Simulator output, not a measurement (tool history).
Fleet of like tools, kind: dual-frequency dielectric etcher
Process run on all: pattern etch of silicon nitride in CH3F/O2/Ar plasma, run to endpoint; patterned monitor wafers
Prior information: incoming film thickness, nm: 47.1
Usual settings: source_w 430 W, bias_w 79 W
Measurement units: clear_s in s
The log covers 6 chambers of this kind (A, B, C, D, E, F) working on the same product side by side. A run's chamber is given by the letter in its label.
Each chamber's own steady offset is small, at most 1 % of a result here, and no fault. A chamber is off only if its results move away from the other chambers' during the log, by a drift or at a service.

{"run": "1A", "hour": 7.3, "source_w": 430, "bias_w": 79, "clear_s": 64.503}
{"run": "2D", "hour": 12.7, "source_w": 430, "bias_w": 79, "clear_s": 62.937}
{"run": "3B", "hour": 19.9, "source_w": 430, "bias_w": 79, "clear_s": 63.38}
{"run": "4F", "hour": 27.4, "source_w": 430, "bias_w": 79, "clear_s": 63.649}
{"run": "5C", "hour": 32.6, "source_w": 430, "bias_w": 79, "clear_s": 63.957}
{"run": "6E", "hour": 37.6, "source_w": 430, "bias_w": 79, "clear_s": 63.755}
{"hour": 40.8, "done": "chamber C: bias power generator calibrated"}
{"run": "7A", "hour": 45.4, "source_w": 430, "bias_w": 85, "clear_s": 62.502}
{"run": "8B", "hour": 52.1, "source_w": 430, "bias_w": 85, "clear_s": 61.958}
{"run": "9C", "hour": 56.9, "source_w": 430, "bias_w": 85, "clear_s": 63.121}
{"run": "10F", "hour": 62.8, "source_w": 430, "bias_w": 85, "clear_s": 62.669}
{"run": "11E", "hour": 68.3, "source_w": 430, "bias_w": 85, "clear_s": 62.13}
{"run": "12D", "hour": 75.8, "source_w": 430, "bias_w": 85, "clear_s": 61.416}
{"run": "13D", "hour": 81.6, "source_w": 430, "bias_w": 79, "clear_s": 63.812}
{"run": "14C", "hour": 89.8, "source_w": 430, "bias_w": 79, "clear_s": 64.893}
{"hour": 94.8, "done": "chamber C: wet clean of the chamber"}
{"run": "15F", "hour": 96.8, "source_w": 430, "bias_w": 79, "clear_s": 63.766}
{"run": "16A", "hour": 103.9, "source_w": 430, "bias_w": 79, "clear_s": 64.811}
{"run": "17B", "hour": 109.9, "source_w": 430, "bias_w": 79, "clear_s": 63.35}
{"run": "18E", "hour": 118.0, "source_w": 430, "bias_w": 79, "clear_s": 63.856}
{"hour": 120.7, "done": "chamber B: wet clean of the chamber"}
{"run": "19A", "hour": 122.6, "source_w": 430, "bias_w": 79, "clear_s": 64.153}
{"run": "20E", "hour": 127.6, "source_w": 430, "bias_w": 79, "clear_s": 64.58}
{"run": "21D", "hour": 135.3, "source_w": 430, "bias_w": 79, "clear_s": 63.769}
{"run": "22F", "hour": 141.8, "source_w": 430, "bias_w": 79, "clear_s": 64.42}
{"run": "23C", "hour": 147.4, "source_w": 430, "bias_w": 79, "clear_s": 62.191}
{"run": "24B", "hour": 154.0, "source_w": 430, "bias_w": 79, "clear_s": 63.499}
{"run": "25A", "hour": 159.3, "source_w": 430, "bias_w": 79, "clear_s": 64.994}
{"run": "26D", "hour": 163.8, "source_w": 430, "bias_w": 79, "clear_s": 63.409}
{"run": "27E", "hour": 169.6, "source_w": 430, "bias_w": 79, "clear_s": 64.406}
{"run": "28F", "hour": 174.2, "source_w": 430, "bias_w": 79, "clear_s": 63.794}
{"run": "29C", "hour": 181.0, "source_w": 430, "bias_w": 79, "clear_s": 62.343}
{"run": "30B", "hour": 185.2, "source_w": 430, "bias_w": 79, "clear_s": 63.514}
{"run": "31A", "hour": 193.3, "source_w": 430, "bias_w": 79, "clear_s": 64.488}
{"run": "32C", "hour": 200.7, "source_w": 360, "bias_w": 79, "clear_s": 65.936}
{"run": "33D", "hour": 207.1, "source_w": 360, "bias_w": 79, "clear_s": 68.407}
{"run": "34E", "hour": 211.4, "source_w": 360, "bias_w": 79, "clear_s": 68.584}
{"run": "35F", "hour": 218.8, "source_w": 360, "bias_w": 79, "clear_s": 68.618}
{"run": "36B", "hour": 223.7, "source_w": 360, "bias_w": 79, "clear_s": 68.385}

Decide between three cases: one chamber stands off from its peers, the gauge reading all wafers drifts, or nothing is wrong past each chamber's small offset. Where a chamber is off, say which and what most likely put it there.

The work done on chamber C during a service left it standing apart from the others.
What lies behind it: etch rate over this chamber's usual, % = 3.6.

Chamber C could run next with any of the 4 candidate recipes listed below; each alters the usual settings, and their results appear as question marks. Which one brings its results back in line with what the other chambers deliver on the usual settings?
Allowed miss from the other chambers' usual-settings mean, per result, to count as in line: clear_s 1.1 s
{"run": "37C-1", "hour": 229.7, "source_w": 460, "bias_w": 79, "clear_s": "?"}
{"run": "37C-2", "hour": 229.7, "source_w": 470, "bias_w": 85, "clear_s": "?"}
{"run": "37C-3", "hour": 229.7, "source_w": 390, "bias_w": 73, "clear_s": "?"}
{"run": "37C-4", "hour": 229.7, "source_w": 430, "bias_w": 73, "clear_s": "?"}

Usual-settings mean across the other chambers: clear_s 63.983 s
run=37C-1 clear_s=60.928
run=37C-2 clear_s=58.896
run=37C-3 clear_s=66.621
run=37C-4 clear_s=64.233
Change 37C-4 lands the chamber within the allowed miss of the other chambers.

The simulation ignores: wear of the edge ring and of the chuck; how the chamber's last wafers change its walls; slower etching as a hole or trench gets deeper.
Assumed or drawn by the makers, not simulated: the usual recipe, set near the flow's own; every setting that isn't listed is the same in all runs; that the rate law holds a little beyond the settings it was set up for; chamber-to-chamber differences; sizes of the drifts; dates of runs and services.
